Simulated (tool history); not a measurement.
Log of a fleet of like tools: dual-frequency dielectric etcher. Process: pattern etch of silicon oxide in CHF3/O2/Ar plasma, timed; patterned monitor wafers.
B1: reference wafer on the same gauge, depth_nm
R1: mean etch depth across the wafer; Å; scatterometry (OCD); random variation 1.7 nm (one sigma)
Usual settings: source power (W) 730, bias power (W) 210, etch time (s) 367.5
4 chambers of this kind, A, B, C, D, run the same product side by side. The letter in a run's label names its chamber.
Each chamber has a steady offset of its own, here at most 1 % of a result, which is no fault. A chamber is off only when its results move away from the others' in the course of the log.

run 1C hour=2.1 | source_power_(W)=730 bias_power_(W)=210 etch_time_(s)=367.5 | B1=945.63 | R1=8262.2
run 2D hour=6.3 | source_power_(W)=730 bias_power_(W)=210 etch_time_(s)=367.5 | B1=946.3 | R1=8266.1
run 3A hour=8.9 | source_power_(W)=730 bias_power_(W)=210 etch_time_(s)=367.5 | B1=945.69 | R1=8319.5
run 4B hour=12.7 | source_power_(W)=730 bias_power_(W)=210 etch_time_(s)=367.5 | B1=946.14 | R1=8272.3
run 5D hour=17 | source_power_(W)=730 bias_power_(W)=210 etch_time_(s)=367.5 | B1=946.23 | R1=8277.6
run 6C hour=20 | source_power_(W)=730 bias_power_(W)=210 etch_time_(s)=367.5 | B1=946.12 | R1=8251.9
run 7B hour=23.7 | source_power_(W)=730 bias_power_(W)=210 etch_time_(s)=367.5 | B1=945.91 | R1=8276.8
run 8A hour=26.8 | source_power_(W)=730 bias_power_(W)=210 etch_time_(s)=367.5 | B1=946.25 | R1=8305.7
run 9A hour=31.4 | source_power_(W)=730 bias_power_(W)=210 etch_time_(s)=367.5 | B1=946.16 | R1=8328.7
run 10C hour=34.1 | source_power_(W)=730 bias_power_(W)=210 etch_time_(s)=367.5 | B1=945.6 | R1=8260.4
run 11D hour=38.6 | source_power_(W)=730 bias_power_(W)=167 etch_time_(s)=367.5 | B1=946.1 | R1=7679.7
run 12B hour=42.3 | source_power_(W)=730 bias_power_(W)=167 etch_time_(s)=367.5 | B1=946.22 | R1=7673.1
run 13B hour=45.5 | source_power_(W)=730 bias_power_(W)=167 etch_time_(s)=367.5 | B1=946.6 | R1=7664.3
run 14D hour=49.2 | source_power_(W)=730 bias_power_(W)=167 etch_time_(s)=367.5 | B1=946.03 | R1=7678.8
run 15A hour=53.5 | source_power_(W)=730 bias_power_(W)=210 etch_time_(s)=367.5 | B1=946.06 | R1=8307.9
run 16C hour=55.8 | source_power_(W)=730 bias_power_(W)=210 etch_time_(s)=367.5 | B1=946.11 | R1=8247.6
run 17C hour=57.8 | source_power_(W)=730 bias_power_(W)=210 etch_time_(s)=367.5 | B1=945.75 | R1=8305.2
run 18B hour=60.3 | source_power_(W)=730 bias_power_(W)=210 etch_time_(s)=367.5 | B1=946.27 | R1=8339
run 19A hour=62.4 | source_power_(W)=730 bias_power_(W)=210 etch_time_(s)=367.5 | B1=945.9 | R1=8320.6
-- hour=63.6 chamber C: wet clean of the chamber
run 20D hour=66.9 | source_power_(W)=900 bias_power_(W)=239 etch_time_(s)=367.5 | B1=945.63 | R1=9336.1
run 21C hour=70.4 | source_power_(W)=900 bias_power_(W)=239 etch_time_(s)=367.5 | B1=945.66 | R1=9308
run 22A hour=73.1 | source_power_(W)=900 bias_power_(W)=239 etch_time_(s)=367.5 | B1=946.04 | R1=9414.1
run 23D hour=77.4 | source_power_(W)=900 bias_power_(W)=239 etch_time_(s)=367.5 | B1=945.51 | R1=9346.3
run 24B hour=81.2 | source_power_(W)=730 bias_power_(W)=210 etch_time_(s)=367.5 | B1=946.04 | R1=8416
run 25D hour=84.6 | source_power_(W)=730 bias_power_(W)=210 etch_time_(s)=367.5 | B1=946.07 | R1=8306.3
run 26B hour=87.2 | source_power_(W)=640 bias_power_(W)=230 etch_time_(s)=367.5 | B1=945.9 | R1=8259.4
run 27A hour=91 | source_power_(W)=640 bias_power_(W)=230 etch_time_(s)=367.5 | B1=946.25 | R1=8163.1
run 28C hour=94.3 | source_power_(W)=640 bias_power_(W)=230 etch_time_(s)=367.5 | B1=946.13 | R1=8105.5
run 29A hour=97.3 | source_power_(W)=640 bias_power_(W)=230 etch_time_(s)=367.5 | B1=946.14 | R1=8173.4
run 30B hour=99.5 | source_power_(W)=730 bias_power_(W)=210 etch_time_(s)=367.5 | B1=946.03 | R1=8452.6

Next, every chamber runs the same settings. What will each give?
run 31A hour=102.8 | source_power_(W)=730 bias_power_(W)=210 etch_time_(s)=367.5 | R1=?
run 31B hour=102.8 | source_power_(W)=730 bias_power_(W)=210 etch_time_(s)=367.5 | R1=?
run 31C hour=102.8 | source_power_(W)=730 bias_power_(W)=210 etch_time_(s)=367.5 | R1=?
run 31D hour=102.8 | source_power_(W)=730 bias_power_(W)=210 etch_time_(s)=367.5 | R1=?

run=31A R1=8303.7
run=31B R1=8458.1
run=31C R1=8258.2
run=31D R1=8274.6
